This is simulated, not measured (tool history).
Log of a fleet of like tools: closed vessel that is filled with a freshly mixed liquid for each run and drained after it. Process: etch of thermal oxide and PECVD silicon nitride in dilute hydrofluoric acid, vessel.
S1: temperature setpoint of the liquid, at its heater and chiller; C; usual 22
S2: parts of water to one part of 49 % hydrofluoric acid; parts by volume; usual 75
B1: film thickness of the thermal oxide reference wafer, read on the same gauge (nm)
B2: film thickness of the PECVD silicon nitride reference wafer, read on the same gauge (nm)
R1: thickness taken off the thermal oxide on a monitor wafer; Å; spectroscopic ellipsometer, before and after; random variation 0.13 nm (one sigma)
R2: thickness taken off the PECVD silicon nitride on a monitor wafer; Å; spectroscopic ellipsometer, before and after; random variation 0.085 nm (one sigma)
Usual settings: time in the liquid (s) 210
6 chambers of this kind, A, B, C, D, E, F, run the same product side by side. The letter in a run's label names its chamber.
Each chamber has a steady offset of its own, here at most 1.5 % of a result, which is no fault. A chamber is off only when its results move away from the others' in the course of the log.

run 1A hour=4.6 | S1=22 S2=75 time_in_the_liquid_(s)=210 | B1=130.02 B2=120 | R1=128.21 R2=138.54
run 2D hour=13.3 | S1=22 S2=75 time_in_the_liquid_(s)=210 | B1=130 B2=120 | R1=127.82 R2=136.56
run 3C hour=20.7 | S1=22 S2=75 time_in_the_liquid_(s)=210 | B1=130 B2=120.02 | R1=127.92 R2=137.06
run 4B hour=30 | S1=22 S2=75 time_in_the_liquid_(s)=210 | B1=130 B2=120.01 | R1=130.25 R2=138.84
run 5E hour=39.7 | S1=18 S2=60 time_in_the_liquid_(s)=210 | B1=130.01 B2=119.99 | R1=138.57 R2=127.1
run 6F hour=44.8 | S1=18 S2=60 time_in_the_liquid_(s)=210 | B1=130 B2=120.02 | R1=138.96 R2=130.75
run 7B hour=54 | S1=18 S2=60 time_in_the_liquid_(s)=210 | B1=130 B2=120.01 | R1=138.25 R2=131.54
run 8D hour=60 | S1=18 S2=60 time_in_the_liquid_(s)=210 | B1=130.01 B2=120 | R1=138.4 R2=129.13
run 9E hour=69.7 | S1=18 S2=60 time_in_the_liquid_(s)=210 | B1=130.01 B2=120.03 | R1=139.63 R2=128.76
run 10A hour=77 | S1=18 S2=60 time_in_the_liquid_(s)=210 | B1=130 B2=119.97 | R1=140.1 R2=131.63
run 11C hour=85.2 | S1=26 S2=75 time_in_the_liquid_(s)=210 | B1=129.99 B2=120.01 | R1=151.03 R2=177.16
run 12F hour=94.8 | S1=26 S2=75 time_in_the_liquid_(s)=210 | B1=130.01 B2=119.99 | R1=152.09 R2=181
run 13D hour=104.3 | S1=26 S2=75 time_in_the_liquid_(s)=210 | B1=129.99 B2=120 | R1=149.64 R2=174.79
run 14A hour=109.2 | S1=26 S2=75 time_in_the_liquid_(s)=210 | B1=129.99 B2=120 | R1=149.64 R2=181.04
run 15F hour=114.1 | S1=26 S2=75 time_in_the_liquid_(s)=210 | B1=130 B2=120 | R1=154.26 R2=180.76
run 16C hour=118.8 | S1=26 S2=75 time_in_the_liquid_(s)=210 | B1=130.01 B2=120 | R1=149.52 R2=177.85
run 17B hour=125.8 | S1=22 S2=75 time_in_the_liquid_(s)=210 | B1=129.99 B2=120.01 | R1=130.09 R2=139.9
run 18E hour=131.6 | S1=22 S2=100 time_in_the_liquid_(s)=210 | B1=129.99 B2=119.98 | R1=93.001 R2=104.16
run 19C hour=139.3 | S1=22 S2=100 time_in_the_liquid_(s)=210 | B1=130 B2=120 | R1=93.068 R2=103.35
run 20D hour=147 | S1=22 S2=100 time_in_the_liquid_(s)=210 | B1=130 B2=119.99 | R1=90.139 R2=100.99
run 21A hour=152.3 | S1=22 S2=100 time_in_the_liquid_(s)=210 | B1=130 B2=120 | R1=93.669 R2=105.03
run 22B hour=159.7 | S1=22 S2=100 time_in_the_liquid_(s)=210 | B1=129.99 B2=119.98 | R1=93.492 R2=106.14
-- hour=166.6 chamber F: hydrofluoric acid flow meter replaced
run 23F hour=167.5 | S1=22 S2=100 time_in_the_liquid_(s)=210 | B1=129.99 B2=120.01 | R1=92.596 R2=104.69
run 24E hour=172 | S1=22 S2=75 time_in_the_liquid_(s)=210 | B1=130 B2=120 | R1=129.92 R2=136.24
run 25B hour=179.5 | S1=22 S2=75 time_in_the_liquid_(s)=210 | B1=129.99 B2=119.99 | R1=127.81 R2=140.06
run 26A hour=188.4 | S1=22 S2=75 time_in_the_liquid_(s)=210 | B1=130 B2=120 | R1=128.65 R2=141.01
run 27D hour=193.4 | S1=23.5 S2=75 time_in_the_liquid_(s)=115 | B1=129.99 B2=120.01 | R1=69.315 R2=79.774
run 28F hour=200.8 | S1=23.5 S2=75 time_in_the_liquid_(s)=115 | B1=130.01 B2=120.02 | R1=75.13 R2=84.391
run 29C hour=209 | S1=23.5 S2=75 time_in_the_liquid_(s)=115 | B1=130 B2=119.99 | R1=74.335 R2=82.803
run 30E hour=215.7 | S1=23.5 S2=75 time_in_the_liquid_(s)=115 | B1=129.99 B2=119.99 | R1=75.396 R2=83.097
run 31F hour=222 | S1=23.5 S2=75 time_in_the_liquid_(s)=115 | B1=129.99 B2=119.98 | R1=74.228 R2=84.283
run 32C hour=227.4 | S1=23.5 S2=75 time_in_the_liquid_(s)=115 | B1=130.01 B2=119.98 | R1=74.889 R2=83.218
run 33B hour=234.9 | S1=22 S2=75 time_in_the_liquid_(s)=210 | B1=130.01 B2=120 | R1=127.6 R2=140.53
run 34D hour=239.3 | S1=22 S2=75 time_in_the_liquid_(s)=210 | B1=130.01 B2=119.99 | R1=120.1 R2=130.67
-- hour=243 chamber D: thermometer replaced
run 35E hour=245.4 | S1=22 S2=60 time_in_the_liquid_(s)=210 | B1=129.99 B2=120.02 | R1=163.15 R2=170.39
run 36A hour=254.9 | S1=22 S2=60 time_in_the_liquid_(s)=210 | B1=129.99 B2=120.01 | R1=163.66 R2=172.56
run 37E hour=263.4 | S1=22 S2=60 time_in_the_liquid_(s)=210 | B1=130.01 B2=120.01 | R1=163.45 R2=168.38
run 38D hour=271.5 | S1=22 S2=60 time_in_the_liquid_(s)=210 | B1=130 B2=119.96 | R1=149.98 R2=161.12
run 39C hour=277.3 | S1=22 S2=60 time_in_the_liquid_(s)=210 | B1=130.01 B2=120.03 | R1=163.65 R2=171.08
run 40A hour=284.6 | S1=22 S2=60 time_in_the_liquid_(s)=210 | B1=130 B2=119.98 | R1=166.27 R2=173.47
run 41F hour=293.9 | S1=22 S2=75 time_in_the_liquid_(s)=210 | B1=129.98 B2=119.99 | R1=130.78 R2=140.15
run 42B hour=299.4 | S1=19.5 S2=75 time_in_the_liquid_(s)=260 | B1=130.01 B2=119.97 | R1=142.1 R2=146.15

Next, every chamber runs the same settings. What will each give?
run 43A hour=306.4 | S1=22 S2=75 time_in_the_liquid_(s)=210 | R1=? R2=?
run 43B hour=306.4 | S1=22 S2=75 time_in_the_liquid_(s)=210 | R1=? R2=?
run 43C hour=306.4 | S1=22 S2=75 time_in_the_liquid_(s)=210 | R1=? R2=?
run 43D hour=306.4 | S1=22 S2=75 time_in_the_liquid_(s)=210 | R1=? R2=?
run 43E hour=306.4 | S1=22 S2=75 time_in_the_liquid_(s)=210 | R1=? R2=?
run 43F hour=306.4 | S1=22 S2=75 time_in_the_liquid_(s)=210 | R1=? R2=?

run=43A R1=128.61 R2=138.57
run=43B R1=126.8 R2=140.26
run=43C R1=127.95 R2=135.77
run=43D R1=118.19 R2=127.27
run=43E R1=128.12 R2=137.41
run=43F R1=129.49 R2=140.14
